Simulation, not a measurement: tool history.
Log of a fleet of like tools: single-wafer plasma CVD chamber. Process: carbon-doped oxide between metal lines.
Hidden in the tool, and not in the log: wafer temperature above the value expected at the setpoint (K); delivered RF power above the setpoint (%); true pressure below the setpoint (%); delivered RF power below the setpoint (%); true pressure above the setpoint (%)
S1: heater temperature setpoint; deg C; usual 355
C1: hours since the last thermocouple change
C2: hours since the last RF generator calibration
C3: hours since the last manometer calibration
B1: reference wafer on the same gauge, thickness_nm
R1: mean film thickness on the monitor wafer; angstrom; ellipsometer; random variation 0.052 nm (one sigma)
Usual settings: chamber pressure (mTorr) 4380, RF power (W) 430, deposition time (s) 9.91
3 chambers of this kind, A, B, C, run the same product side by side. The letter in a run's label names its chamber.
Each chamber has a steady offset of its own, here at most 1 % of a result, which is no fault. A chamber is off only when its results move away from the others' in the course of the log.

run 1C hour=12.5 | S1=355 chamber_pressure_(mTorr)=4380 RF_power_(W)=430 deposition_time_(s)=9.91 | C1=44.7 C2=1226.5 C3=1933.7 | B1=51.212 | R1=452.46
run 2A hour=19.7 | S1=355 chamber_pressure_(mTorr)=4380 RF_power_(W)=430 deposition_time_(s)=9.91 | C1=945.8 C2=663.9 C3=979.6 | B1=51.215 | R1=454.08
run 3B hour=27.5 | S1=355 chamber_pressure_(mTorr)=4380 RF_power_(W)=430 deposition_time_(s)=9.91 | C1=1776.6 C2=103.4 C3=1109.5 | B1=51.225 | R1=453.02
run 4C hour=34.1 | S1=355 chamber_pressure_(mTorr)=4380 RF_power_(W)=430 deposition_time_(s)=9.91 | C1=66.3 C2=1248.1 C3=1955.3 | B1=51.229 | R1=450.56
run 5B hour=42.2 | S1=355 chamber_pressure_(mTorr)=4380 RF_power_(W)=430 deposition_time_(s)=9.91 | C1=1791.3 C2=118.1 C3=1124.2 | B1=51.233 | R1=453.83
run 6A hour=48.7 | S1=355 chamber_pressure_(mTorr)=4380 RF_power_(W)=430 deposition_time_(s)=9.91 | C1=974.8 C2=692.9 C3=1008.6 | B1=51.237 | R1=454.84
run 7A hour=61.8 | S1=355 chamber_pressure_(mTorr)=4380 RF_power_(W)=430 deposition_time_(s)=9.91 | C1=987.9 C2=706 C3=1021.7 | B1=51.23 | R1=454.94
run 8B hour=69.6 | S1=355 chamber_pressure_(mTorr)=4380 RF_power_(W)=430 deposition_time_(s)=9.91 | C1=1818.7 C2=145.5 C3=1151.6 | B1=51.252 | R1=453.77
run 9C hour=76.8 | S1=355 chamber_pressure_(mTorr)=4380 RF_power_(W)=430 deposition_time_(s)=9.91 | C1=109 C2=1290.8 C3=1998 | B1=51.258 | R1=451.4
run 10C hour=84.9 | S1=355 chamber_pressure_(mTorr)=4880 RF_power_(W)=430 deposition_time_(s)=8.35 | C1=117.1 C2=1298.9 C3=2006.1 | B1=51.27 | R1=387.97
run 11B hour=91.8 | S1=355 chamber_pressure_(mTorr)=4880 RF_power_(W)=430 deposition_time_(s)=8.35 | C1=1840.9 C2=167.7 C3=1173.8 | B1=51.279 | R1=388.56
run 12A hour=97.9 | S1=355 chamber_pressure_(mTorr)=4880 RF_power_(W)=430 deposition_time_(s)=8.35 | C1=1024 C2=742.1 C3=1057.8 | B1=51.26 | R1=389.89
run 13C hour=111.4 | S1=355 chamber_pressure_(mTorr)=4380 RF_power_(W)=430 deposition_time_(s)=9.91 | C1=143.6 C2=1325.4 C3=2032.6 | B1=51.268 | R1=452.24
run 14B hour=123.8 | S1=355 chamber_pressure_(mTorr)=4380 RF_power_(W)=430 deposition_time_(s)=9.91 | C1=1872.9 C2=199.7 C3=1205.8 | B1=51.283 | R1=454.33
run 15A hour=130.3 | S1=355 chamber_pressure_(mTorr)=4380 RF_power_(W)=430 deposition_time_(s)=9.91 | C1=1056.4 C2=774.5 C3=1090.2 | B1=51.268 | R1=455.32
run 16B hour=141.2 | S1=355 chamber_pressure_(mTorr)=4380 RF_power_(W)=430 deposition_time_(s)=9.91 | C1=1890.3 C2=217.1 C3=1223.2 | B1=51.278 | R1=454.04
run 17A hour=148.1 | S1=355 chamber_pressure_(mTorr)=4380 RF_power_(W)=430 deposition_time_(s)=9.91 | C1=1074.2 C2=792.3 C3=1108 | B1=51.283 | R1=455.63
-- hour=153.3 chamber A: RF generator calibrated
run 18C hour=154.9 | S1=355 chamber_pressure_(mTorr)=5410 RF_power_(W)=430 deposition_time_(s)=9.91 | C1=187.1 C2=1368.9 C3=2076.1 | B1=51.302 | R1=465.26
run 19A hour=167.9 | S1=355 chamber_pressure_(mTorr)=5410 RF_power_(W)=430 deposition_time_(s)=9.91 | C1=1094 C2=14.6 C3=1127.8 | B1=51.315 | R1=469
run 20B hour=181.4 | S1=355 chamber_pressure_(mTorr)=5410 RF_power_(W)=430 deposition_time_(s)=9.91 | C1=1930.5 C2=257.3 C3=1263.4 | B1=51.308 | R1=467.99
run 21C hour=190 | S1=355 chamber_pressure_(mTorr)=4380 RF_power_(W)=430 deposition_time_(s)=9.91 | C1=222.2 C2=1404 C3=2111.2 | B1=51.318 | R1=451.96
run 22C hour=199 | S1=355 chamber_pressure_(mTorr)=4380 RF_power_(W)=430 deposition_time_(s)=9.91 | C1=231.2 C2=1413 C3=2120.2 | B1=51.326 | R1=453.39
run 23A hour=206.9 | S1=355 chamber_pressure_(mTorr)=3870 RF_power_(W)=360 deposition_time_(s)=9.91 | C1=1133 C2=53.6 C3=1166.8 | B1=51.33 | R1=392.22
run 24B hour=217.5 | S1=355 chamber_pressure_(mTorr)=3870 RF_power_(W)=360 deposition_time_(s)=9.91 | C1=1966.6 C2=293.4 C3=1299.5 | B1=51.331 | R1=389.34
run 25A hour=229.4 | S1=355 chamber_pressure_(mTorr)=3870 RF_power_(W)=360 deposition_time_(s)=9.91 | C1=1155.5 C2=76.1 C3=1189.3 | B1=51.338 | R1=392.32
run 26B hour=236.7 | S1=355 chamber_pressure_(mTorr)=4380 RF_power_(W)=430 deposition_time_(s)=9.91 | C1=1985.8 C2=312.6 C3=1318.7 | B1=51.352 | R1=454.51
run 27C hour=242.6 | S1=342 chamber_pressure_(mTorr)=4380 RF_power_(W)=430 deposition_time_(s)=9.91 | C1=274.8 C2=1456.6 C3=2163.8 | B1=51.348 | R1=470.95
-- hour=250.4 chamber C: RF generator calibrated
run 28B hour=252.7 | S1=342 chamber_pressure_(mTorr)=4380 RF_power_(W)=430 deposition_time_(s)=9.91 | C1=2001.8 C2=328.6 C3=1334.7 | B1=51.351 | R1=471.73
run 29C hour=260.1 | S1=342 chamber_pressure_(mTorr)=4380 RF_power_(W)=430 deposition_time_(s)=9.91 | C1=292.3 C2=9.8 C3=2181.3 | B1=51.362 | R1=469.37
run 30A hour=269.8 | S1=355 chamber_pressure_(mTorr)=4380 RF_power_(W)=430 deposition_time_(s)=9.91 | C1=1195.9 C2=116.5 C3=1229.7 | B1=51.361 | R1=455.99
run 31C hour=282.5 | S1=355 chamber_pressure_(mTorr)=4820 RF_power_(W)=430 deposition_time_(s)=9.91 | C1=314.7 C2=32.2 C3=2203.7 | B1=51.376 | R1=459.15
run 32A hour=289.5 | S1=355 chamber_pressure_(mTorr)=4820 RF_power_(W)=430 deposition_time_(s)=9.91 | C1=1215.6 C2=136.2 C3=1249.4 | B1=51.378 | R1=462.96
run 33B hour=298.6 | S1=355 chamber_pressure_(mTorr)=4820 RF_power_(W)=430 deposition_time_(s)=9.91 | C1=2047.7 C2=374.5 C3=1380.6 | B1=51.384 | R1=461.86
run 34A hour=308.3 | S1=355 chamber_pressure_(mTorr)=4380 RF_power_(W)=430 deposition_time_(s)=9.91 | C1=1234.4 C2=155 C3=1268.2 | B1=51.391 | R1=456.66
run 35B hour=321 | S1=345 chamber_pressure_(mTorr)=4380 RF_power_(W)=405 deposition_time_(s)=9.91 | C1=2070.1 C2=396.9 C3=1403 | B1=51.418 | R1=446.86
run 36C hour=327.5 | S1=345 chamber_pressure_(mTorr)=4380 RF_power_(W)=405 deposition_time_(s)=9.91 | C1=359.7 C2=77.2 C3=2248.7 | B1=51.412 | R1=447.65
run 37B hour=335.7 | S1=345 chamber_pressure_(mTorr)=4380 RF_power_(W)=405 deposition_time_(s)=9.91 | C1=2084.8 C2=411.6 C3=1417.7 | B1=51.413 | R1=446.8
run 38C hour=344.9 | S1=355 chamber_pressure_(mTorr)=4380 RF_power_(W)=430 deposition_time_(s)=9.91 | C1=377.1 C2=94.6 C3=2266.1 | B1=51.416 | R1=453.51
run 39A hour=353.8 | S1=355 chamber_pressure_(mTorr)=4380 RF_power_(W)=430 deposition_time_(s)=9.91 | C1=1279.9 C2=200.5 C3=1313.7 | B1=51.425 | R1=456.52
run 40B hour=366.7 | S1=355 chamber_pressure_(mTorr)=4380 RF_power_(W)=430 deposition_time_(s)=9.91 | C1=2115.8 C2=442.6 C3=1448.7 | B1=51.434 | R1=454.39
run 41A hour=373.2 | S1=355 chamber_pressure_(mTorr)=4380 RF_power_(W)=430 deposition_time_(s)=9.91 | C1=1299.3 C2=219.9 C3=1333.1 | B1=51.437 | R1=456.62

Next, every chamber runs the same settings. What will each give?
run 42A hour=382.9 | S1=355 chamber_pressure_(mTorr)=4380 RF_power_(W)=430 deposition_time_(s)=9.91 | R1=?
run 42B hour=382.9 | S1=355 chamber_pressure_(mTorr)=4380 RF_power_(W)=430 deposition_time_(s)=9.91 | R1=?
run 42C hour=382.9 | S1=355 chamber_pressure_(mTorr)=4380 RF_power_(W)=430 deposition_time_(s)=9.91 | R1=?

run=42A R1=455.99
run=42B R1=455.48
run=42C R1=452.48
